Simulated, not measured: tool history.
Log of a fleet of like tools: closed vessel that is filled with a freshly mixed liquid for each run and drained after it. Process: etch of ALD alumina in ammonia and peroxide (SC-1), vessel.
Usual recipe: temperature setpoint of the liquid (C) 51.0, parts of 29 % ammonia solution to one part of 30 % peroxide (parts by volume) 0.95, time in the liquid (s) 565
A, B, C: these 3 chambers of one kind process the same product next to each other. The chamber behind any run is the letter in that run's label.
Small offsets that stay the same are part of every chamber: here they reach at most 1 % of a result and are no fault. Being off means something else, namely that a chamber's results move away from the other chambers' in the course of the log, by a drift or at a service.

run   hour  temperature setpoint of the liquid (C)  parts of 29 % ammonia solution to one part of 30 % peroxide (parts by volume)  time in the liquid (s)  hours since the thermometer was replaced  hours since the ammonia flow meter was replaced  hours since the drum of ammonia solution was connected  read-back film thickness of the ALD alumina reference wafer, read on the same gauge (nm)  thickness taken off the ALD alumina on a monitor wafer (angstrom)
 1B    4.6                                    51.0                                                                           0.95                     565                                     187.7                                            977.3                                                   341.4                                                                                    140.00                                                             296.81
 2C    8.3                                    51.0                                                                           0.95                     565                                     139.1                                           1069.5                                                    88.7                                                                                    139.99                                                             294.42
 3A   15.0                                    51.0                                                                           0.95                     565                                     300.0                                            118.0                                                   261.7                                                                                    139.99                                                             296.33
 4A   19.9                                    51.0                                                                           0.95                     565                                     304.9                                            122.9                                                   266.6                                                                                    140.02                                                             295.37
 5B   26.2                                    51.0                                                                           0.95                     565                                     209.3                                            998.9                                                   363.0                                                                                    139.98                                                             296.59
 6C   33.7                                    51.0                                                                           0.95                     565                                     164.5                                           1094.9                                                   114.1                                                                                    139.99                                                             295.05
 7A   37.7                                    51.0                                                                           0.95                     565                                     322.7                                            140.7                                                   284.4                                                                                    139.99                                                             297.00
 8C   43.3                                    51.0                                                                           1.20                     565                                     174.1                                           1104.5                                                   123.7                                                                                    140.00                                                             301.83
 9B   49.5                                    51.0                                                                           1.20                     565                                     232.6                                           1022.2                                                   386.3                                                                                    139.99                                                             301.50
10C   54.6                                    51.0                                                                           1.20                     565                                     185.4                                           1115.8                                                   135.0                                                                                    140.00                                                             301.06
11A   59.0                                    51.0                                                                           0.95                     565                                     344.0                                            162.0                                                   305.7                                                                                    139.99                                                             295.94
12B   65.9                                    51.0                                                                           0.95                     565                                     249.0                                           1038.6                                                   402.7                                                                                    140.00                                                             292.83
13B   71.4                                    51.0                                                                           0.95                     565                                     254.5                                           1044.1                                                   408.2                                                                                    140.01                                                             291.32
14A   79.2                                    51.0                                                                           0.95                     565                                     364.2                                            182.2                                                   325.9                                                                                    139.99                                                             295.34
15C   86.5                                    51.0                                                                           0.95                     565                                     217.3                                           1147.7                                                   166.9                                                                                    140.00                                                             296.21
16A   93.1                                    51.0                                                                           0.95                     565                                     378.1                                            196.1                                                   339.8                                                                                    139.99                                                             296.82
      94.7  -- chamber A: new drum of ammonia solution connected
17C   99.7                                    51.0                                                                           0.95                     565                                     230.5                                           1160.9                                                   180.1                                                                                    139.99                                                             294.47
18B  107.0                                    51.0                                                                           0.95                     725                                     290.1                                           1079.7                                                   443.8                                                                                    139.99                                                             369.88
19B  111.2                                    51.0                                                                           0.95                     725                                     294.3                                           1083.9                                                   448.0                                                                                    140.02                                                             366.82
20C  115.8                                    51.0                                                                           0.95                     725                                     246.6                                           1177.0                                                   196.2                                                                                    140.01                                                             377.31
21A  119.8                                    51.0                                                                           0.95                     565                                     404.8                                            222.8                                                    25.1                                                                                    139.99                                                             295.69
22B  125.2                                    51.0                                                                           0.95                     565                                     308.3                                           1097.9                                                   462.0                                                                                    140.00                                                             285.44
23C  131.6                                    51.0                                                                           0.95                     565                                     262.4                                           1192.8                                                   212.0                                                                                    140.01                                                             294.58
24A  136.7                                    54.5                                                                           0.95                     565                                     421.7                                            239.7                                                    42.0                                                                                    140.00                                                             357.71
25B  143.0                                    54.5                                                                           0.95                     565                                     326.1                                           1115.7                                                   479.8                                                                                    139.99                                                             343.08
26C  148.8                                    54.5                                                                           0.95                     565                                     279.6                                           1210.0                                                   229.2                                                                                    140.02                                                             357.38

Decide between three cases: one chamber stands off from its peers, the gauge reading all wafers drifts, or nothing is wrong past each chamber's small offset. Where a chamber is off, say which and what most likely put it there.

Little by little, chamber B moves away from the other chambers.
Cause: liquid colder than its thermometer reads (K) = 0.734.

Chamber B could run next with any of the 4 candidate recipes listed below; each alters the usual settings, and their results appear as question marks. Which one brings its results back in line with what the other chambers deliver on the usual settings?
Allowed miss from the other chambers' usual-settings mean, per result, to count as in line: thickness taken off the ALD alumina on a monitor wafer (angstrom) 4.90
27B-1  154.4                                    51.0                                                                           0.95                     560                                                                                                                                                                                                                                                                                                               ?
27B-2  154.4                                    51.0                                                                           0.95                     590                                                                                                                                                                                                                                                                                                               ?
27B-3  154.4                                    51.0                                                                           1.05                     565                                                                                                                                                                                                                                                                                                               ?
27B-4  154.4                                    51.0                                                                           0.65                     565                                                                                                                                                                                                                                                                                                               ?

Average result of the remaining chambers running the usual settings: thickness taken off the ALD alumina on a monitor wafer (angstrom) 295.39
  run  thickness taken off the ALD alumina on a monitor wafer (angstrom)
27B-1                                                             281.23
27B-2                                                             296.29
27B-3                                                             286.44
27B-4                                                             273.77
Change 27B-2 lands the chamber within the allowed miss of the other chambers.

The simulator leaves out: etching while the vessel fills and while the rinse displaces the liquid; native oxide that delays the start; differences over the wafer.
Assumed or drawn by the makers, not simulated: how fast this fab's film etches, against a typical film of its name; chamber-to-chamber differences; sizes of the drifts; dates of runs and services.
